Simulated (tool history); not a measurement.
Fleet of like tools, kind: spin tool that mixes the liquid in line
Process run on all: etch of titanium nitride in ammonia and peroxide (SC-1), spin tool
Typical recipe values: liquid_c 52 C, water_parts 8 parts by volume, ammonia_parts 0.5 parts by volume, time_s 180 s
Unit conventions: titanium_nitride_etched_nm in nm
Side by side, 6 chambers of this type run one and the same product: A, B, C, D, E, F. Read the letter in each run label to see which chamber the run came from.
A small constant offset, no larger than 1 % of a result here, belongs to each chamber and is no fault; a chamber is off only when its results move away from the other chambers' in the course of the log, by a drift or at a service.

| run | hour | liquid_c | water_parts | ammonia_parts | time_s | hours since the thermometer was replaced | hours since the ammonia flow meter was replaced | hours since the heated supply line was repaired | hours since the drum of ammonia solution was connected | read-back film thickness of the titanium nitride reference wafer, read on the same gauge (nm) | titanium_nitride_etched_nm |
|---|---|---|---|---|---|---|---|---|---|---|---|
| 1A | 5.5 | 52 | 8 | 0.5 | 180 | 2369.7 | 926.7 | 652.2 | 338.2 | 119.98 | 7.8424 |
| 2D | 8.6 | 52 | 8 | 0.5 | 180 | 1327.5 | 244.4 | 996.5 | 269 | 120 | 7.766 |
| 3F | 13 | 52 | 8 | 0.5 | 180 | 1335.5 | 174.9 | 484.7 | 513 | 120.01 | 7.8043 |
|  | 17.3 | chamber E: ammonia flow meter replaced |
| 4B | 18.3 | 52 | 8 | 0.5 | 180 | 2429.9 | 705.1 | 2282.7 | 449.4 | 120.02 | 7.7948 |
| 5E | 23.6 | 52 | 8 | 0.5 | 180 | 676.1 | 6.3 | 410.8 | 41.4 | 119.99 | 7.7239 |
| 6C | 28.9 | 52 | 8 | 0.5 | 180 | 1592.6 | 449.8 | 490.8 | 308.7 | 119.99 | 7.9114 |
| 7B | 34.1 | 52 | 8 | 0.5 | 180 | 2445.7 | 720.9 | 2298.5 | 465.2 | 119.98 | 7.7857 |
|  | 36.1 | chamber B: thermometer replaced |
| 8C | 37.6 | 52 | 8 | 0.5 | 180 | 1601.3 | 458.5 | 499.5 | 317.4 | 120.06 | 7.7772 |
| 9F | 41.8 | 52 | 8 | 0.5 | 180 | 1364.3 | 203.7 | 513.5 | 541.8 | 120.04 | 7.7801 |
| 10D | 46.1 | 52 | 8 | 0.5 | 180 | 1365 | 281.9 | 1034 | 306.5 | 120.03 | 7.7699 |
| 11E | 51.3 | 52 | 8 | 0.5 | 180 | 703.8 | 34 | 438.5 | 69.1 | 119.94 | 7.9501 |
| 12A | 55.2 | 52 | 8 | 0.5 | 140 | 2419.4 | 976.4 | 701.9 | 387.9 | 120.01 | 6.1478 |
| 13D | 60 | 52 | 8 | 0.5 | 140 | 1378.9 | 295.8 | 1047.9 | 320.4 | 120.02 | 6.0158 |
| 14F | 64.2 | 52 | 8 | 0.5 | 140 | 1386.7 | 226.1 | 535.9 | 564.2 | 120.01 | 6.0476 |
| 15E | 67.8 | 52 | 8 | 0.5 | 140 | 720.3 | 50.5 | 455 | 85.6 | 119.96 | 6.153 |
| 16A | 71.6 | 52 | 8 | 0.5 | 140 | 2435.8 | 992.8 | 718.3 | 404.3 | 120.04 | 6.1272 |
| 17B | 76.1 | 52 | 8 | 0.5 | 140 | 40.1 | 762.9 | 2340.5 | 507.2 | 120.01 | 6.1328 |
| 18C | 80.4 | 52 | 8 | 0.5 | 180 | 1644.1 | 501.3 | 542.3 | 360.2 | 120.04 | 7.6893 |
| 19A | 85 | 52 | 9.5 | 0.5 | 180 | 2449.2 | 1006.2 | 731.7 | 417.7 | 120 | 7.1657 |
|  | 87.9 | chamber D: new drum of ammonia solution connected |
| 20C | 89.3 | 52 | 9.5 | 0.5 | 180 | 1653 | 510.2 | 551.2 | 369.1 | 120.03 | 6.9556 |
| 21D | 92.2 | 52 | 9.5 | 0.5 | 180 | 1411.1 | 328 | 1080.1 | 4.3 | 119.95 | 7.201 |
| 22E | 98 | 52 | 9.5 | 0.5 | 180 | 750.5 | 80.7 | 485.2 | 115.8 | 120.01 | 7.3668 |
| 23B | 101.1 | 52 | 9.5 | 0.5 | 180 | 65.1 | 787.9 | 2365.5 | 532.2 | 119.99 | 6.9716 |
| 24F | 106.8 | 52 | 9.5 | 0.5 | 180 | 1429.3 | 268.7 | 578.5 | 606.8 | 120.03 | 7.1939 |
| 25E | 110 | 52 | 8 | 0.5 | 180 | 762.5 | 92.7 | 497.2 | 127.8 | 120 | 7.8215 |
| 26B | 113.7 | 52 | 8 | 0.5 | 180 | 77.7 | 800.5 | 2378.1 | 544.8 | 119.99 | 7.8906 |
| 27D | 118.1 | 52 | 8 | 0.5 | 180 | 1437 | 353.9 | 1106 | 30.2 | 120 | 7.8189 |
| 28A | 121.4 | 58 | 11 | 0.5 | 180 | 2485.6 | 1042.6 | 768.1 | 454.1 | 119.99 | 9.9393 |
| 29F | 123.9 | 58 | 11 | 0.5 | 180 | 1446.4 | 285.8 | 595.6 | 623.9 | 120 | 9.8594 |
| 30C | 126.6 | 58 | 11 | 0.5 | 180 | 1690.3 | 547.5 | 588.5 | 406.4 | 119.99 | 9.6045 |
| 31D | 130 | 58 | 11 | 0.5 | 180 | 1448.9 | 365.8 | 1117.9 | 42.1 | 120 | 10.066 |
| 32A | 134.2 | 58 | 11 | 0.5 | 180 | 2498.4 | 1055.4 | 780.9 | 466.9 | 119.99 | 9.9107 |
|  | 136 | chamber A: new drum of ammonia solution connected |
| 33B | 138.8 | 58 | 11 | 0.5 | 180 | 102.8 | 825.6 | 2403.2 | 569.9 | 120.04 | 9.9199 |
| 34E | 141.8 | 52 | 8 | 0.5 | 180 | 794.3 | 124.5 | 529 | 159.6 | 119.99 | 7.887 |
| 35F | 147.3 | 52 | 8 | 0.5 | 180 | 1469.8 | 309.2 | 619 | 647.3 | 119.97 | 7.8956 |
| 36C | 152.6 | 52 | 8 | 0.5 | 180 | 1716.3 | 573.5 | 614.5 | 432.4 | 120.01 | 7.6029 |
| 37F | 156.9 | 52 | 8 | 0.5 | 180 | 1479.4 | 318.8 | 628.6 | 656.9 | 120.02 | 7.946 |
| 38E | 162 | 52 | 8 | 0.5 | 180 | 814.5 | 144.7 | 549.2 | 179.8 | 120.02 | 7.9193 |
| 39B | 167.3 | 52 | 8 | 0.5 | 180 | 131.3 | 854.1 | 2431.7 | 598.4 | 120.01 | 7.8693 |
| 40A | 172.7 | 52 | 8 | 0.5 | 180 | 2536.9 | 1093.9 | 819.4 | 36.7 | 120.01 | 7.7839 |

For the next run the whole fleet of 6 chambers uses the same settings. Give each chamber's results:
| 41A | 176.8 | 52 | 8 | 0.5 | 180 |  |  |  |  |  | ? |
| 41B | 176.8 | 52 | 8 | 0.5 | 180 |  |  |  |  |  | ? |
| 41C | 176.8 | 52 | 8 | 0.5 | 180 |  |  |  |  |  | ? |
| 41D | 176.8 | 52 | 8 | 0.5 | 180 |  |  |  |  |  | ? |
| 41E | 176.8 | 52 | 8 | 0.5 | 180 |  |  |  |  |  | ? |
| 41F | 176.8 | 52 | 8 | 0.5 | 180 |  |  |  |  |  | ? |

| run | titanium_nitride_etched_nm |
|---|---|
| 41A | 7.8343 |
| 41B | 7.8061 |
| 41C | 7.4512 |
| 41D | 7.8254 |
| 41E | 7.8483 |
| 41F | 7.799 |
